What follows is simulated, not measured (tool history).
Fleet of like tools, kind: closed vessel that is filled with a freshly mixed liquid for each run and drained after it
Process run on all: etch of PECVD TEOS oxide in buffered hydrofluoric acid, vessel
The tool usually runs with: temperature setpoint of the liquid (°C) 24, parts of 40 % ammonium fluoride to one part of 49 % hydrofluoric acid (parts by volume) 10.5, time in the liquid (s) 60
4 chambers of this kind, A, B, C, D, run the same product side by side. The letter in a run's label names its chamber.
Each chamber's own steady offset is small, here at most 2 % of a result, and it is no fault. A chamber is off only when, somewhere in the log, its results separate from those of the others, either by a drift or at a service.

run	hour	temperature setpoint of the liquid (°C)	parts of 40 % ammonium fluoride to one part of 49 % hydrofluoric acid (parts by volume)	time in the liquid (s)	hours since the thermometer was replaced	hours since the hydrofluoric acid flow meter was replaced	read-back film thickness of the PECVD TEOS oxide reference wafer, read on the same gauge (nm)	thickness taken off the PECVD TEOS oxide on a monitor wafer (Å)
1D	7.8	24	10.5	60	714.7	461.8	79.944	1232
2C	16.9	24	10.5	60	60.8	862.9	80.027	1255.2
3B	26.9	24	10.5	60	614.1	799.3	80.004	1282.8
4A	35.4	24	10.5	60	569.4	1059.3	79.949	1276.6
5C	44.5	24	10.5	60	88.4	890.5	79.989	1259.4
6A	56.9	24	10.5	60	590.9	1080.8	80.032	1264.3
7B	64.8	24	10.5	60	652	837.2	79.999	1304.3
8D	74.7	28	10.5	40	781.6	528.7	79.993	1039.5
9B	88.6	28	10.5	40	675.8	861	79.951	1063.4
10C	100	28	10.5	40	143.9	946	79.968	1047.8
11D	106.7	28	10.5	40	813.6	560.7	79.983	1040.2
12A	120.9	24	10.5	60	654.9	1144.8	79.938	1274.4
13B	130	24	10.5	60	717.2	902.4	79.945	1293.9
14D	140.2	26	13	60	847.1	594.2	80.028	1135
15A	150.7	26	13	60	684.7	1174.6	79.988	1130.5
16C	161.6	26	13	60	205.5	1007.6	79.981	1189.6
17C	173	26	13	60	216.9	1019	79.983	1195.4
18D	183.6	24	10.5	60	890.5	637.6	79.999	1248.8
19B	193.2	24	10.5	60	780.4	965.6	79.958	1297.8
20A	203.5	24	10.5	60	737.5	1227.4	79.968	1246.8
21D	212.8	24	10.5	60	919.7	666.8	80.025	1242.8
22A	224.2	24	10.5	60	758.2	1248.1	80.053	1279.4
# hour 225: chamber A: hydrofluoric acid flow meter replaced
23C	237.9	21.5	10.5	60	281.8	1083.9	79.99	1188.5
24B	252	21.5	10.5	60	839.2	1024.4	79.997	1109.7
25A	258.2	21.5	10.5	60	792.2	33.2	79.991	1098.2

Is one chamber out of step, is the gauge drifting, or do the chambers differ by no more than their own small offsets? For an off chamber, give its letter and the likeliest cause.

It is chamber C that slowly wanders off from its peers.
What lies behind it: hydrofluoric acid flow above the setpoint (%) = 10.
From this log alone, it may not be told apart from: liquid hotter than its thermometer reads (K).

Here are 4 candidates for chamber C's next run, each the usual settings with a change, their results left as question marks. Which one brings its results back in line with what the others give on the usual settings?
Maximum distance from the other chambers' mean on the usual settings for a result to count as in line: thickness taken off the PECVD TEOS oxide on a monitor wafer (Å) 36
26C-1	268.6	24	10.5	65				?
26C-2	268.6	21.5	10.5	60				?
26C-3	268.6	24	11.5	60				?
26C-4	268.6	24.5	10	65				?

Mean of the other chambers on the usual settings: thickness taken off the PECVD TEOS oxide on a monitor wafer (Å) 1267
run	thickness taken off the PECVD TEOS oxide on a monitor wafer (Å)
26C-1	1479.8
26C-2	1191.3
26C-3	1269.7
26C-4	1568.4
It is 26C-3 that realigns the chamber with its peers.
